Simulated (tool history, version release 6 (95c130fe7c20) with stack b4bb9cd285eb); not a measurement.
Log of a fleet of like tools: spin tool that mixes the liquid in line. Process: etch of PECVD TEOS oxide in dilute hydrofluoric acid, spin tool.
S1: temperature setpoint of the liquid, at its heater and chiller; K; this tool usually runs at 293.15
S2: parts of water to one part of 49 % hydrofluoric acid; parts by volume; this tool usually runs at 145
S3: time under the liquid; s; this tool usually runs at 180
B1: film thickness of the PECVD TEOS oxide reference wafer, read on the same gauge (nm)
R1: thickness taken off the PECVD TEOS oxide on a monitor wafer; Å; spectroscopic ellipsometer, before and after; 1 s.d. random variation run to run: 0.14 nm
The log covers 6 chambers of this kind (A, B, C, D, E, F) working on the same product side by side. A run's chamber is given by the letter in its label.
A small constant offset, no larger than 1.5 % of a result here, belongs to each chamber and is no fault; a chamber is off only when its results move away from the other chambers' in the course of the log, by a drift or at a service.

run,hour,S1,S2,S3,B1,R1
# hour 4.2: chamber B: hydrofluoric acid flow meter replaced
1E,9.3,293.15,145,180,129.97,162.25
2C,17.4,293.15,145,180,130.00,161.03
3B,25.5,293.15,145,180,130.00,163.35
4A,34.1,293.15,145,180,130.00,160.84
5F,40.0,295.65,100,180,130.00,277.32
6D,46.6,295.65,100,180,129.99,270.90
7D,53.6,295.65,100,180,130.00,268.86
8A,61.3,295.65,100,180,130.02,271.18
9E,70.8,295.65,100,180,129.97,275.33
10C,80.5,295.65,100,180,130.01,271.43
11F,89.1,293.15,145,180,129.99,164.31
12B,94.7,293.15,145,180,130.01,161.64
# hour 96.2: chamber E: thermometer replaced
13A,100.4,293.15,145,180,130.01,157.47
14E,110.0,293.15,145,180,130.00,162.06
15C,119.1,293.15,145,180,130.00,163.16
16D,126.1,293.15,145,180,129.99,160.64
17B,131.9,293.15,145,180,129.97,160.63
18F,139.1,293.15,145,280,130.01,252.53
19C,150.0,293.15,145,280,130.00,252.78
20B,160.5,293.15,145,280,129.99,248.54
21E,171.8,293.15,145,280,129.99,251.17
22F,181.7,293.15,145,280,129.99,253.60
# hour 182.7: chamber D: hydrofluoric acid flow meter replaced
23A,190.1,293.15,145,280,130.00,239.41
24D,200.1,293.15,145,180,130.01,160.91
25C,208.1,293.15,145,180,130.00,160.82
26D,220.2,290.15,145,260,130.00,202.26
27F,231.3,290.15,145,260,129.98,206.96
28B,237.2,290.15,145,260,130.00,207.82
29A,243.1,290.15,145,260,130.00,197.13
30E,250.1,290.15,145,260,129.98,208.17
31B,259.8,290.15,145,260,130.01,212.91
32D,270.0,294.65,145,180,130.00,171.15
33A,280.0,294.65,145,180,129.98,163.00
34E,286.1,294.65,145,180,130.00,171.99
35F,294.8,294.65,145,180,130.02,170.76
36C,306.4,294.65,145,180,130.01,172.95
37C,313.2,294.65,145,180,129.99,173.96

For the next run the whole fleet of 6 chambers uses the same settings. Give each chamber's results:
38A,322.1,293.15,145,180,,?
38B,322.1,293.15,145,180,,?
38C,322.1,293.15,145,180,,?
38D,322.1,293.15,145,180,,?
38E,322.1,293.15,145,180,,?
38F,322.1,293.15,145,180,,?

run,R1
38A,151.04
38B,161.38
38C,162.00
38D,159.04
38E,161.43
38F,161.68

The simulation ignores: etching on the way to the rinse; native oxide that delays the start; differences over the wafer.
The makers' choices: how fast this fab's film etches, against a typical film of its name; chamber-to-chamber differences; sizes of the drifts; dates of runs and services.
